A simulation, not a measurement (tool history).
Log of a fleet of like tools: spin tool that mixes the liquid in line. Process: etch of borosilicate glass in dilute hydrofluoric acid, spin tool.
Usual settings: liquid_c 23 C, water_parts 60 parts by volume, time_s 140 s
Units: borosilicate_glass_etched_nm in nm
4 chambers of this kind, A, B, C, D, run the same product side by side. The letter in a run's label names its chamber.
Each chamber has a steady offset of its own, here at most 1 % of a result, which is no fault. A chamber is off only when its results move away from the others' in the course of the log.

run,hour,liquid_c,water_parts,time_s,"read-back film thickness of the borosilicate glass reference wafer, read on the same gauge (nm)",borosilicate_glass_etched_nm
1A,6.3,23,60,140,89.989,41.376
2D,11.6,23,60,140,89.968,42.031
3B,16.6,23,60,140,89.982,42.379
4C,22.2,23,60,140,90.014,41.77
5C,27.9,27,60,55,89.996,19.495
6A,33.2,27,60,55,90.015,19.322
7B,38.9,27,60,55,90.007,19.526
8D,43.6,27,60,55,90.002,19.658
9C,47.9,23,75,140,89.976,32.443
10D,52.2,23,75,140,90.012,32.631
11B,58.8,23,75,140,89.972,32.822
12A,62.6,23,75,140,90.006,32.555
13B,70.2,23,60,140,90.013,41.885
14D,78.5,23,60,140,89.981,42.154
15A,85.9,23,60,140,89.988,41.566
16C,94.6,23,45,140,89.999,56.926
17C,100.4,23,45,140,90.014,56.918
18B,107.8,23,45,140,90.007,57.202
19D,111.6,23,45,140,89.957,57.274
20A,119.2,19,60,140,90.039,34.722
21C,125.1,19,60,140,90,35.834
22D,130.8,19,60,140,89.986,35.676
23B,137.3,19,60,140,90.004,35.453
24A,142.2,23,60,140,89.968,41.562
25B,150.2,23,60,140,90.014,41.966
26D,155.3,23,60,140,90.006,42.31
27C,162.4,23,60,140,89.995,41.914
28A,166.6,23,60,140,90.03,41.144

Next, every chamber runs the same settings. What will each give?
29A,172.8,23,60,85,,?
29B,172.8,23,60,85,,?
29C,172.8,23,60,85,,?
29D,172.8,23,60,85,,?

run,borosilicate_glass_etched_nm
29A,24.938
29B,25.536
29C,25.529
29D,25.55
